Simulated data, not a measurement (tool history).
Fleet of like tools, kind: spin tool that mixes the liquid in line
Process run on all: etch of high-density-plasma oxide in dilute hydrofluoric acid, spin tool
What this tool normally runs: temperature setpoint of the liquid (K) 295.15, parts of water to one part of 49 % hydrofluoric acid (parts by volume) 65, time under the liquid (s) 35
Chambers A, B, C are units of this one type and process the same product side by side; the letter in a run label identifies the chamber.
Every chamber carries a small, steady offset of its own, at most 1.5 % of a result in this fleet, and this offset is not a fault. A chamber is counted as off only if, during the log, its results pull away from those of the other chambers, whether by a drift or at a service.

run,hour,temperature setpoint of the liquid (K),parts of water to one part of 49 % hydrofluoric acid (parts by volume),time under the liquid (s),hours since the thermometer was replaced,hours since the hydrofluoric acid flow meter was replaced,"read-back film thickness of the high-density-plasma oxide reference wafer, read on the same gauge (nm)",thickness taken off the high-density-plasma oxide on a monitor wafer (angstrom)
1A,3.9,295.15,65,35,1339.3,384.3,30.017,50.490
2B,6.3,295.15,65,35,192.5,417.5,29.974,49.749
3C,8.2,295.15,65,35,1339.8,234.6,29.978,49.296
4B,11.8,295.15,65,35,198.0,423.0,29.972,50.201
5A,13.8,295.15,65,35,1349.2,394.2,29.972,50.486
6C,17.1,295.15,65,35,1348.7,243.5,30.020,50.156
7C,19.9,295.15,65,35,1351.5,246.3,30.012,49.855
8B,22.4,295.15,65,35,208.6,433.6,29.980,49.613
9A,26.9,295.15,65,35,1362.3,407.3,29.983,50.934
10A,30.4,295.15,65,35,1365.8,410.8,30.034,50.243
11B,33.2,295.15,75,25,219.4,444.4,29.969,30.922
12C,36.6,295.15,75,25,1368.2,263.0,30.004,30.301
13A,40.7,295.15,75,25,1376.1,421.1,29.993,30.747
14B,43.6,298.15,65,35,229.8,454.8,30.027,56.742
15C,47.1,298.15,65,35,1378.7,273.5,29.955,56.993
16A,50.5,298.15,65,35,1385.9,430.9,29.961,56.117
17B,53.7,295.15,65,35,239.9,464.9,30.013,50.173
18C,56.5,295.15,65,35,1388.1,282.9,29.984,50.175
19B,60.0,295.15,65,35,246.2,471.2,30.021,50.204
20A,63.6,295.15,65,35,1399.0,444.0,30.026,48.572
21C,66.9,295.15,65,35,1398.5,293.3,30.031,50.767
22B,69.3,295.15,65,35,255.5,480.5,30.016,49.991
23A,72.7,295.15,65,35,1408.1,453.1,30.064,47.965
24C,76.9,295.15,65,35,1408.5,303.3,30.032,49.625
25A,79.6,295.15,65,35,1415.0,460.0,30.037,48.134
26B,82.6,295.15,65,35,268.8,493.8,30.006,50.553
27C,86.0,295.15,65,35,1417.6,312.4,29.979,51.524
28B,88.6,295.15,65,35,274.8,499.8,29.962,49.042
29A,92.3,295.15,65,35,1427.7,472.7,30.010,47.354
30C,94.9,295.15,65,35,1426.5,321.3,30.016,50.054
31A,97.9,295.15,95,15,1433.3,478.3,29.959,13.162
32C,101.9,295.15,95,15,1433.5,328.3,29.983,14.446
33B,104.4,295.15,95,15,290.6,515.6,30.000,14.166
34A,108.2,295.15,65,35,1443.6,488.6,30.021,46.456
35C,111.4,295.15,85,35,1443.0,337.8,30.019,38.053
36B,114.6,295.15,85,35,300.8,525.8,30.044,37.246

For the next run the whole fleet of 3 chambers uses the same settings. Give each chamber's results:
37A,117.8,295.15,35,35,,,,?
37B,117.8,295.15,35,35,,,,?
37C,117.8,295.15,35,35,,,,?

run,thickness taken off the high-density-plasma oxide on a monitor wafer (angstrom)
37A,86.137
37B,96.947
37C,99.541

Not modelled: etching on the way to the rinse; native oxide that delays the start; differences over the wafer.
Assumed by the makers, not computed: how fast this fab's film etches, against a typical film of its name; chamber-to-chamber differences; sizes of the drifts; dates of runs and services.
